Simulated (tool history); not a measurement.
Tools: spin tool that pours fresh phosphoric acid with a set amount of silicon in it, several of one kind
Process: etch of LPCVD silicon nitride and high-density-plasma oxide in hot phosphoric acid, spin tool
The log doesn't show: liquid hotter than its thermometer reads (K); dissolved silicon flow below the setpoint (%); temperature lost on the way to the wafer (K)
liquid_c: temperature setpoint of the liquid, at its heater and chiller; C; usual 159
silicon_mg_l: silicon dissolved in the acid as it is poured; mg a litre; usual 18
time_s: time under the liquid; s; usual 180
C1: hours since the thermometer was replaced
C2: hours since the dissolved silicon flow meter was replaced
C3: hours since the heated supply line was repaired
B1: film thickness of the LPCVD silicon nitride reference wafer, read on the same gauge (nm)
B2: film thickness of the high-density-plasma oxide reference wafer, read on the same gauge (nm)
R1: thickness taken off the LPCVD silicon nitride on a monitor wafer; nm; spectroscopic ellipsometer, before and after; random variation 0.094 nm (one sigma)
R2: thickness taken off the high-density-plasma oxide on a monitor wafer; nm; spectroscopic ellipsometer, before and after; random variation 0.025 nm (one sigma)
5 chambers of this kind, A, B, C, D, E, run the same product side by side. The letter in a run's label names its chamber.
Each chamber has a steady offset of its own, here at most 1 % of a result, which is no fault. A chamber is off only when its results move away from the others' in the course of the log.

{"run": "1B", "hour": 3.3, "liquid_c": 159, "silicon_mg_l": 18, "time_s": 180, "C1": 95.3, "C2": 123.4, "C3": 2906.8, "B1": 129.97, "B2": 100.01, "R1": 16.554, "R2": 0.35364}
{"run": "2A", "hour": 6.4, "liquid_c": 159, "silicon_mg_l": 18, "time_s": 180, "C1": 521.9, "C2": 299.7, "C3": 2196.3, "B1": 130, "B2": 99.989, "R1": 16.82, "R2": 0.41521}
{"run": "3D", "hour": 10.3, "liquid_c": 159, "silicon_mg_l": 18, "time_s": 180, "C1": 374.4, "C2": 625.9, "C3": 1495.7, "B1": 130, "B2": 100.02, "R1": 16.423, "R2": 0.45229}
{"run": "4E", "hour": 12.8, "liquid_c": 159, "silicon_mg_l": 18, "time_s": 180, "C1": 721.6, "C2": 530.1, "C3": 2050.6, "B1": 130, "B2": 100.01, "R1": 16.686, "R2": 0.4009}
{"run": "5C", "hour": 16.6, "liquid_c": 159, "silicon_mg_l": 18, "time_s": 180, "C1": 2883.8, "C2": 606.4, "C3": 2624.1, "B1": 129.98, "B2": 99.997, "R1": 16.343, "R2": 0.39541}
{"run": "6D", "hour": 20.0, "liquid_c": 161, "silicon_mg_l": 18, "time_s": 180, "C1": 384.1, "C2": 635.6, "C3": 1505.4, "B1": 130.01, "B2": 99.983, "R1": 17.516, "R2": 0.45358}
{"run": "7E", "hour": 22.8, "liquid_c": 161, "silicon_mg_l": 18, "time_s": 180, "C1": 731.6, "C2": 540.1, "C3": 2060.6, "B1": 130, "B2": 99.996, "R1": 17.905, "R2": 0.50365}
{"run": "8C", "hour": 24.7, "liquid_c": 161, "silicon_mg_l": 18, "time_s": 180, "C1": 2891.9, "C2": 614.5, "C3": 2632.2, "B1": 129.99, "B2": 99.983, "R1": 17.654, "R2": 0.4689}
{"run": "9A", "hour": 27.4, "liquid_c": 161, "silicon_mg_l": 18, "time_s": 180, "C1": 542.9, "C2": 320.7, "C3": 2217.3, "B1": 130.01, "B2": 99.984, "R1": 18.013, "R2": 0.449}
{"run": "10B", "hour": 31.1, "liquid_c": 161, "silicon_mg_l": 18, "time_s": 180, "C1": 123.1, "C2": 151.2, "C3": 2934.6, "B1": 129.99, "B2": 99.995, "R1": 17.78, "R2": 0.43806}
{"run": "11E", "hour": 33.9, "liquid_c": 159, "silicon_mg_l": 18, "time_s": 180, "C1": 742.7, "C2": 551.2, "C3": 2071.7, "B1": 130.01, "B2": 100.01, "R1": 16.863, "R2": 0.40739}
{"run": "12C", "hour": 35.7, "liquid_c": 159, "silicon_mg_l": 18, "time_s": 180, "C1": 2902.9, "C2": 625.5, "C3": 2643.2, "B1": 130.01, "B2": 100, "R1": 16.594, "R2": 0.42578}
{"run": "13B", "hour": 40.0, "liquid_c": 159, "silicon_mg_l": 18, "time_s": 180, "C1": 132, "C2": 160.1, "C3": 2943.5, "B1": 130.01, "B2": 100.02, "R1": 16.491, "R2": 0.43983}
{"hour": 40.4, "done": "chamber C: thermometer replaced"}
{"run": "14A", "hour": 43.5, "liquid_c": 159, "silicon_mg_l": 18, "time_s": 180, "C1": 559, "C2": 336.8, "C3": 2233.4, "B1": 130.02, "B2": 100.01, "R1": 16.755, "R2": 0.41954}
{"run": "15D", "hour": 47.3, "liquid_c": 159, "silicon_mg_l": 18, "time_s": 180, "C1": 411.4, "C2": 662.9, "C3": 1532.7, "B1": 130, "B2": 100.01, "R1": 16.553, "R2": 0.43064}
{"run": "16C", "hour": 50.0, "liquid_c": 159, "silicon_mg_l": 18, "time_s": 180, "C1": 9.6, "C2": 639.8, "C3": 2657.5, "B1": 129.99, "B2": 99.988, "R1": 16.599, "R2": 0.46765}
{"run": "17A", "hour": 52.6, "liquid_c": 159, "silicon_mg_l": 18, "time_s": 180, "C1": 568.1, "C2": 345.9, "C3": 2242.5, "B1": 129.99, "B2": 99.99, "R1": 16.647, "R2": 0.37968}
{"run": "18E", "hour": 54.6, "liquid_c": 159, "silicon_mg_l": 18, "time_s": 180, "C1": 763.4, "C2": 571.9, "C3": 2092.4, "B1": 130, "B2": 99.99, "R1": 16.736, "R2": 0.42992}
{"run": "19D", "hour": 56.8, "liquid_c": 159, "silicon_mg_l": 18, "time_s": 180, "C1": 420.9, "C2": 672.4, "C3": 1542.2, "B1": 130, "B2": 99.993, "R1": 16.467, "R2": 0.39689}
{"run": "20B", "hour": 59.8, "liquid_c": 159, "silicon_mg_l": 18, "time_s": 180, "C1": 151.8, "C2": 179.9, "C3": 2963.3, "B1": 130.04, "B2": 99.984, "R1": 16.504, "R2": 0.36924}
{"run": "21C", "hour": 63.6, "liquid_c": 159, "silicon_mg_l": 18, "time_s": 180, "C1": 23.2, "C2": 653.4, "C3": 2671.1, "B1": 130, "B2": 99.992, "R1": 16.553, "R2": 0.39951}
{"run": "22B", "hour": 67.5, "liquid_c": 159, "silicon_mg_l": 12, "time_s": 180, "C1": 159.5, "C2": 187.6, "C3": 2971, "B1": 129.96, "B2": 99.991, "R1": 16.582, "R2": 0.48082}
{"run": "23E", "hour": 69.8, "liquid_c": 159, "silicon_mg_l": 12, "time_s": 180, "C1": 778.6, "C2": 587.1, "C3": 2107.6, "B1": 130.01, "B2": 99.991, "R1": 16.67, "R2": 0.46739}
{"run": "24D", "hour": 73.0, "liquid_c": 159, "silicon_mg_l": 12, "time_s": 180, "C1": 437.1, "C2": 688.6, "C3": 1558.4, "B1": 129.98, "B2": 100.02, "R1": 16.524, "R2": 0.48296}
{"run": "25A", "hour": 76.4, "liquid_c": 159, "silicon_mg_l": 12, "time_s": 180, "C1": 591.9, "C2": 369.7, "C3": 2266.3, "B1": 130.01, "B2": 100.01, "R1": 16.686, "R2": 0.4788}
{"run": "26C", "hour": 78.3, "liquid_c": 159, "silicon_mg_l": 12, "time_s": 180, "C1": 37.9, "C2": 668.1, "C3": 2685.8, "B1": 130.01, "B2": 99.99, "R1": 16.515, "R2": 0.48432}
{"run": "27E", "hour": 80.9, "liquid_c": 159, "silicon_mg_l": 18, "time_s": 130, "C1": 789.7, "C2": 598.2, "C3": 2118.7, "B1": 129.97, "B2": 99.996, "R1": 11.979, "R2": 0.30824}
{"run": "28A", "hour": 85.1, "liquid_c": 159, "silicon_mg_l": 18, "time_s": 130, "C1": 600.6, "C2": 378.4, "C3": 2275, "B1": 130, "B2": 99.985, "R1": 12.069, "R2": 0.30637}
{"run": "29B", "hour": 89.0, "liquid_c": 159, "silicon_mg_l": 18, "time_s": 130, "C1": 181, "C2": 209.1, "C3": 2992.5, "B1": 130.01, "B2": 99.997, "R1": 11.883, "R2": 0.26755}
{"run": "30D", "hour": 92.3, "liquid_c": 159, "silicon_mg_l": 18, "time_s": 130, "C1": 456.4, "C2": 707.9, "C3": 1577.7, "B1": 129.99, "B2": 100.01, "R1": 11.844, "R2": 0.31521}
{"run": "31E", "hour": 95.6, "liquid_c": 159, "silicon_mg_l": 18, "time_s": 130, "C1": 804.4, "C2": 612.9, "C3": 2133.4, "B1": 130.02, "B2": 100, "R1": 12.135, "R2": 0.2807}
{"run": "32D", "hour": 98.7, "liquid_c": 159, "silicon_mg_l": 18, "time_s": 250, "C1": 462.8, "C2": 714.3, "C3": 1584.1, "B1": 130.02, "B2": 99.985, "R1": 23.139, "R2": 0.55142}
{"run": "33A", "hour": 102.9, "liquid_c": 159, "silicon_mg_l": 18, "time_s": 250, "C1": 618.4, "C2": 396.2, "C3": 2292.8, "B1": 130.01, "B2": 100.01, "R1": 23.174, "R2": 0.5946}
{"run": "34C", "hour": 105.4, "liquid_c": 159, "silicon_mg_l": 18, "time_s": 250, "C1": 65, "C2": 695.2, "C3": 2712.9, "B1": 130, "B2": 100.01, "R1": 23.113, "R2": 0.58749}

Next, every chamber runs the same settings. What will each give?
{"run": "35A", "hour": 108.4, "liquid_c": 157.5, "silicon_mg_l": 18, "time_s": 180, "R1": "?", "R2": "?"}
{"run": "35B", "hour": 108.4, "liquid_c": 157.5, "silicon_mg_l": 18, "time_s": 180, "R1": "?", "R2": "?"}
{"run": "35C", "hour": 108.4, "liquid_c": 157.5, "silicon_mg_l": 18, "time_s": 180, "R1": "?", "R2": "?"}
{"run": "35D", "hour": 108.4, "liquid_c": 157.5, "silicon_mg_l": 18, "time_s": 180, "R1": "?", "R2": "?"}
{"run": "35E", "hour": 108.4, "liquid_c": 157.5, "silicon_mg_l": 18, "time_s": 180, "R1": "?", "R2": "?"}

run=35A R1=15.882 R2=0.3579
run=35B R1=15.608 R2=0.35005
run=35C R1=15.597 R2=0.38675
run=35D R1=15.562 R2=0.41347
run=35E R1=15.951 R2=0.35064
